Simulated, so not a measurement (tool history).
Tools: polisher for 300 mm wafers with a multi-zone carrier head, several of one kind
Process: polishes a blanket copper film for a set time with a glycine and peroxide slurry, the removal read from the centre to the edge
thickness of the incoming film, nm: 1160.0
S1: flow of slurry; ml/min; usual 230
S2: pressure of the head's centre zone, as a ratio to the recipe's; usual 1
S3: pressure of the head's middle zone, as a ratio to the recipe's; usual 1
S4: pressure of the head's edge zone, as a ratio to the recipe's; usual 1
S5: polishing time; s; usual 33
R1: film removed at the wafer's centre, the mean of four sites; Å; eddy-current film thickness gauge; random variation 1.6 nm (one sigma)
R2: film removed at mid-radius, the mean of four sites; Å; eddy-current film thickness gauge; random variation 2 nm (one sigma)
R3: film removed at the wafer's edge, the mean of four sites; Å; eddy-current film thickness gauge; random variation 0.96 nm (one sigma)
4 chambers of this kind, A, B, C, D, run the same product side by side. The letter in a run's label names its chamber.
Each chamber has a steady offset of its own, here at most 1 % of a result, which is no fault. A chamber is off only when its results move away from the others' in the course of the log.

{"run": "1B", "hour": 8.4, "S1": 230, "S2": 1, "S3": 1, "S4": 1, "S5": 33, "R1": 1366.2, "R2": 1342.5, "R3": 1380.4}
{"run": "2C", "hour": 19.3, "S1": 230, "S2": 1, "S3": 1, "S4": 1, "S5": 33, "R1": 1351.5, "R2": 1351.8, "R3": 1364.6}
{"hour": 19.7, "done": "chamber A: worn pad replaced by a new one"}
{"hour": 23.6, "done": "chamber B: worn pad replaced by a new one"}
{"run": "3D", "hour": 26.6, "S1": 230, "S2": 1, "S3": 1, "S4": 1, "S5": 33, "R1": 1356.4, "R2": 1355.1, "R3": 1383.6}
{"run": "4A", "hour": 35.2, "S1": 230, "S2": 1, "S3": 1, "S4": 1, "S5": 33, "R1": 1342.8, "R2": 1383, "R3": 1363.6}
{"run": "5D", "hour": 40.3, "S1": 230, "S2": 1, "S3": 1, "S4": 1, "S5": 33, "R1": 1361.4, "R2": 1386.3, "R3": 1384.5}
{"run": "6A", "hour": 49.8, "S1": 230, "S2": 1, "S3": 1, "S4": 1, "S5": 33, "R1": 1335.1, "R2": 1375.8, "R3": 1378.5}
{"hour": 55.3, "done": "chamber C: worn pad replaced by a new one"}
{"run": "7C", "hour": 58.2, "S1": 230, "S2": 1, "S3": 1, "S4": 1, "S5": 33, "R1": 1392.1, "R2": 1361.3, "R3": 1358.6}
{"run": "8B", "hour": 63.4, "S1": 230, "S2": 1, "S3": 1, "S4": 1, "S5": 33, "R1": 1381.5, "R2": 1359.7, "R3": 1378.4}
{"run": "9A", "hour": 71.4, "S1": 230, "S2": 1, "S3": 1, "S4": 1, "S5": 33, "R1": 1369.3, "R2": 1370.3, "R3": 1367.8}
{"hour": 76.2, "done": "chamber D: worn pad replaced by a new one"}
{"run": "10C", "hour": 79.3, "S1": 170, "S2": 1, "S3": 1, "S4": 1, "S5": 33, "R1": 1288.8, "R2": 1272.7, "R3": 1321.1}
{"run": "11B", "hour": 84.8, "S1": 170, "S2": 1, "S3": 1, "S4": 1, "S5": 33, "R1": 1315.8, "R2": 1316.5, "R3": 1319}
{"run": "12D", "hour": 93.9, "S1": 170, "S2": 1, "S3": 1, "S4": 1, "S5": 33, "R1": 1280.3, "R2": 1288, "R3": 1330.7}
{"hour": 97.5, "done": "chamber A: worn pad replaced by a new one"}
{"run": "13B", "hour": 98.8, "S1": 170, "S2": 1, "S3": 1, "S4": 1, "S5": 33, "R1": 1311, "R2": 1297.9, "R3": 1332.7}
{"run": "14A", "hour": 109.0, "S1": 230, "S2": 1, "S3": 1, "S4": 1, "S5": 33, "R1": 1323.5, "R2": 1349.8, "R3": 1381}
{"run": "15C", "hour": 115.1, "S1": 230, "S2": 1, "S3": 1, "S4": 1, "S5": 40, "R1": 1664.7, "R2": 1638.5, "R3": 1631.8}
{"hour": 122.1, "done": "chamber C: worn pad replaced by a new one"}
{"run": "16D", "hour": 122.6, "S1": 230, "S2": 1, "S3": 1, "S4": 1, "S5": 40, "R1": 1672.7, "R2": 1687.5, "R3": 1672.1}
{"run": "17C", "hour": 132.5, "S1": 230, "S2": 1, "S3": 1, "S4": 1, "S5": 40, "R1": 1669.8, "R2": 1605.5, "R3": 1647.1}
{"run": "18B", "hour": 138.5, "S1": 230, "S2": 1, "S3": 1, "S4": 1, "S5": 40, "R1": 1658.4, "R2": 1714.8, "R3": 1670.5}
{"hour": 143.6, "done": "chamber B: worn pad replaced by a new one"}
{"run": "19A", "hour": 148.1, "S1": 230, "S2": 1, "S3": 1, "S4": 1, "S5": 33, "R1": 1381.7, "R2": 1371.5, "R3": 1361.4}
{"hour": 153.5, "done": "chamber C: centre zone pressure recalibrated"}
{"run": "20D", "hour": 154.5, "S1": 230, "S2": 1, "S3": 1, "S4": 1, "S5": 33, "R1": 1364.9, "R2": 1360.4, "R3": 1384.6}
{"run": "21A", "hour": 164.1, "S1": 230, "S2": 1, "S3": 1, "S4": 1, "S5": 33, "R1": 1358.3, "R2": 1375.2, "R3": 1367.4}
{"hour": 172.7, "done": "chamber C: worn pad replaced by a new one"}
{"run": "22D", "hour": 173.4, "S1": 230, "S2": 1, "S3": 1, "S4": 1, "S5": 33, "R1": 1363.6, "R2": 1347.9, "R3": 1356.6}
{"hour": 180.2, "done": "chamber A: worn pad replaced by a new one"}
{"run": "23C", "hour": 180.4, "S1": 230, "S2": 1, "S3": 1, "S4": 1, "S5": 33, "R1": 1225.1, "R2": 1354.6, "R3": 1369.7}
{"hour": 183.3, "done": "chamber D: worn pad replaced by a new one"}
{"run": "24B", "hour": 188.2, "S1": 230, "S2": 1, "S3": 1, "S4": 1, "S5": 33, "R1": 1385.8, "R2": 1367.3, "R3": 1368.1}
{"hour": 193.6, "done": "chamber B: slurry nozzle cleaned"}
{"run": "25B", "hour": 194.7, "S1": 230, "S2": 1, "S3": 1, "S4": 1, "S5": 33, "R1": 1377.8, "R2": 1377.2, "R3": 1401.9}
{"run": "26C", "hour": 201.0, "S1": 230, "S2": 1, "S3": 1, "S4": 1, "S5": 33, "R1": 1199.1, "R2": 1345.7, "R3": 1375.2}
{"run": "27D", "hour": 207.1, "S1": 230, "S2": 1, "S3": 0.95, "S4": 1, "S5": 33, "R1": 1378.3, "R2": 1308, "R3": 1387.5}
{"hour": 208.1, "done": "chamber A: slurry nozzle cleaned"}
{"hour": 213.2, "done": "chamber D: edge zone pressure recalibrated"}
{"run": "28A", "hour": 217.2, "S1": 230, "S2": 1, "S3": 0.95, "S4": 1, "S5": 33, "R1": 1366.2, "R2": 1279.6, "R3": 1378}
{"run": "29A", "hour": 223.9, "S1": 230, "S2": 1, "S3": 0.95, "S4": 1, "S5": 33, "R1": 1368.7, "R2": 1313.4, "R3": 1386.6}
{"hour": 228.8, "done": "chamber C: worn pad replaced by a new one"}
{"run": "30D", "hour": 229.4, "S1": 230, "S2": 1, "S3": 0.95, "S4": 1, "S5": 33, "R1": 1373.5, "R2": 1252.1, "R3": 1372.1}
{"hour": 229.6, "done": "chamber D: slurry nozzle cleaned"}
{"run": "31B", "hour": 240.2, "S1": 230, "S2": 1, "S3": 1, "S4": 1, "S5": 33, "R1": 1332.9, "R2": 1369.9, "R3": 1374.6}
{"run": "32C", "hour": 248.3, "S1": 230, "S2": 1, "S3": 1, "S4": 1, "S5": 33, "R1": 1193.1, "R2": 1322, "R3": 1361.4}
{"run": "33A", "hour": 257.7, "S1": 230, "S2": 1, "S3": 1, "S4": 1, "S5": 33, "R1": 1349.2, "R2": 1351, "R3": 1362.3}
{"hour": 264.6, "done": "chamber B: worn pad replaced by a new one"}
{"run": "34B", "hour": 266.8, "S1": 230, "S2": 1, "S3": 1.09, "S4": 1, "S5": 33, "R1": 1354.8, "R2": 1480.5, "R3": 1358.3}
{"run": "35C", "hour": 275.4, "S1": 230, "S2": 1, "S3": 1.09, "S4": 1, "S5": 33, "R1": 1182.7, "R2": 1488.2, "R3": 1355.6}
{"hour": 278.4, "done": "chamber D: worn pad replaced by a new one"}
{"run": "36D", "hour": 284.7, "S1": 230, "S2": 1, "S3": 1.09, "S4": 1, "S5": 33, "R1": 1379.7, "R2": 1474.5, "R3": 1373.2}
{"run": "37B", "hour": 293.3, "S1": 230, "S2": 1, "S3": 1.09, "S4": 1, "S5": 33, "R1": 1385, "R2": 1520.9, "R3": 1375.2}

Is one chamber off against the others, does the gauge drift, or is nothing wrong? If a chamber is off, say which, and what the likeliest cause is.

A service left chamber C off against the others.
Cause: centre zone's pressure below its setpoint, % = 11.2.

Here are 4 candidates for chamber C's next run, each the usual settings with a change, their results left as question marks. Which one brings its results back in line with what the others give on the usual settings?
In line means no further than this from the other chambers' mean on the usual settings: R1 55 Å; R2 68 Å; R3 34 Å
{"run": "38C-1", "hour": 301.3, "S1": 235, "S2": 1.04, "S3": 0.99, "S4": 0.99, "S5": 33, "R1": "?", "R2": "?", "R3": "?"}
{"run": "38C-2", "hour": 301.3, "S1": 225, "S2": 0.91, "S3": 1.02, "S4": 1.03, "S5": 32, "R1": "?", "R2": "?", "R3": "?"}
{"run": "38C-3", "hour": 301.3, "S1": 235, "S2": 1.09, "S3": 0.98, "S4": 0.97, "S5": 34, "R1": "?", "R2": "?", "R3": "?"}
{"run": "38C-4", "hour": 301.3, "S1": 225, "S2": 0.96, "S3": 1.01, "S4": 1.01, "S5": 33, "R1": "?", "R2": "?", "R3": "?"}

The other chambers' mean on the usual settings: R1 1363.1 Å; R2 1360.6 Å; R3 1373.9 Å
run=38C-1 R1=1261.8 R2=1353.5 R3=1357.9
run=38C-2 R1=1049.8 R2=1341.5 R3=1337.7
run=38C-3 R1=1368.2 R2=1381.5 R3=1384.6
run=38C-4 R1=1148.4 R2=1370.8 R3=1365.7
38C-3 brings the chamber back in line.
